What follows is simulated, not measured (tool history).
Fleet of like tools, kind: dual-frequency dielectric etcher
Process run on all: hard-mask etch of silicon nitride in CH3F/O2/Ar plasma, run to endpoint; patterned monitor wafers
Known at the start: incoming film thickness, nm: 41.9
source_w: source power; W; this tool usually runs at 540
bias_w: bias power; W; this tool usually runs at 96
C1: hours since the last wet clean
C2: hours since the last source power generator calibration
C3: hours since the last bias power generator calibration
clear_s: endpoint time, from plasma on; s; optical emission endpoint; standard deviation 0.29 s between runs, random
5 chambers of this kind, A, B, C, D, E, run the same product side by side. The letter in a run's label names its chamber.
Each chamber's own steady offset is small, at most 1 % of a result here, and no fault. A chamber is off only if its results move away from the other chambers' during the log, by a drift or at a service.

Run 1D, day 0.275: usual settings; C1 114.6; C2 1408.9; C3 1100.5. Result: clear_s 48.916 s.
Run 2B, day 0.558: usual settings; C1 130.7; C2 130.6; C3 1522.4. Result: clear_s 48.786 s.
Run 3A, day 0.862: usual settings; C1 324.9; C2 461.9; C3 2582.2. Result: clear_s 49.820 s.
Run 4C, day 1.117: usual settings; C1 129.3; C2 2915.1; C3 1750.3. Result: clear_s 48.991 s.
Run 5E, day 1.379: usual settings; C1 704.7; C2 3078.6; C3 963.8. Result: clear_s 48.966 s.
Run 6C, day 1.600: usual settings; C1 140.9; C2 2926.7; C3 1761.9. Result: clear_s 49.129 s.
Run 7D, day 1.767: usual settings but source_w 460 W; C1 150.4; C2 1444.7; C3 1136.3. Result: clear_s 51.531 s.
Run 8B, day 1.967: usual settings but source_w 460 W; C1 164.5; C2 164.4; C3 1556.2. Result: clear_s 52.363 s.
At day 1.996: chamber E: wet clean of the chamber.
Run 9A, day 2.138: usual settings but source_w 460 W; C1 355.5; C2 492.5; C3 2612.8. Result: clear_s 52.055 s.
Run 10E, day 2.371: usual settings but source_w 460 W; C1 9.1; C2 3102.4; C3 987.6. Result: clear_s 51.696 s.
Run 11A, day 2.567: usual settings but source_w 460 W; C1 365.8; C2 502.8; C3 2623.1. Result: clear_s 51.993 s.
Run 12E, day 2.821: usual settings; C1 19.9; C2 3113.2; C3 998.4. Result: clear_s 48.760 s.
Run 13C, day 2.988: usual settings; C1 174.2; C2 2960.0; C3 1795.2. Result: clear_s 48.858 s.
Run 14B, day 3.154: usual settings; C1 193.0; C2 192.9; C3 1584.7. Result: clear_s 48.817 s.
Run 15D, day 3.400: usual settings but bias_w 110 W; C1 189.6; C2 1483.9; C3 1175.5. Result: clear_s 47.113 s.
Run 16E, day 3.658: usual settings but bias_w 110 W; C1 40.0; C2 3133.3; C3 1018.5. Result: clear_s 45.953 s.
Run 17D, day 3.850: usual settings but bias_w 110 W; C1 200.4; C2 1494.7; C3 1186.3. Result: clear_s 47.530 s.
At day 3.908: chamber C: bias power generator calibrated.
At day 4.050: chamber A: wet clean of the chamber.
Run 18A, day 4.100: usual settings but bias_w 110 W; C1 1.3; C2 539.6; C3 2659.9. Result: clear_s 46.600 s.
Run 19B, day 4.400: usual settings but bias_w 110 W; C1 222.9; C2 222.8; C3 1614.6. Result: clear_s 45.392 s.
Run 20C, day 4.658: usual settings; C1 214.3; C2 3000.1; C3 18.0. Result: clear_s 48.564 s.
Run 21E, day 4.804: usual settings; C1 67.5; C2 3160.8; C3 1046.0. Result: clear_s 48.679 s.
Run 22A, day 4.942: usual settings but bias_w 118 W; C1 21.5; C2 559.8; C3 2680.1. Result: clear_s 45.588 s.
Run 23B, day 5.104: usual settings but bias_w 118 W; C1 239.8; C2 239.7; C3 1631.5. Result: clear_s 44.988 s.
Run 24D, day 5.396: usual settings but bias_w 118 W; C1 237.5; C2 1531.8; C3 1223.4. Result: clear_s 47.071 s.
Run 25C, day 5.629: usual settings but bias_w 118 W; C1 237.6; C2 3023.4; C3 41.3. Result: clear_s 45.944 s.
Run 26A, day 5.829: usual settings but bias_w 118 W; C1 42.8; C2 581.1; C3 2701.4. Result: clear_s 45.524 s.
Run 27E, day 6.117: usual settings; C1 99.0; C2 3192.3; C3 1077.5. Result: clear_s 48.654 s.
Run 28D, day 6.292: usual settings; C1 259.0; C2 1553.3; C3 1244.9. Result: clear_s 50.755 s.
Run 29B, day 6.479: usual settings; C1 272.8; C2 272.7; C3 1664.5. Result: clear_s 48.425 s.
Run 30C, day 6.642: usual settings; C1 261.9; C2 3047.7; C3 65.6. Result: clear_s 49.139 s.
Run 31B, day 6.833: usual settings; C1 281.3; C2 281.2; C3 1673.0. Result: clear_s 48.683 s.

Predict what each chamber gives when all 5 of them run the settings below next.
Run 32A, day 7.054: usual settings. Result: clear_s ?.
Run 32B, day 7.054: usual settings. Result: clear_s ?.
Run 32C, day 7.054: usual settings. Result: clear_s ?.
Run 32D, day 7.054: usual settings. Result: clear_s ?.
Run 32E, day 7.054: usual settings. Result: clear_s ?.

run  clear_s
32A   48.951
32B   48.611
32C   49.023
32D   51.244
32E   48.302

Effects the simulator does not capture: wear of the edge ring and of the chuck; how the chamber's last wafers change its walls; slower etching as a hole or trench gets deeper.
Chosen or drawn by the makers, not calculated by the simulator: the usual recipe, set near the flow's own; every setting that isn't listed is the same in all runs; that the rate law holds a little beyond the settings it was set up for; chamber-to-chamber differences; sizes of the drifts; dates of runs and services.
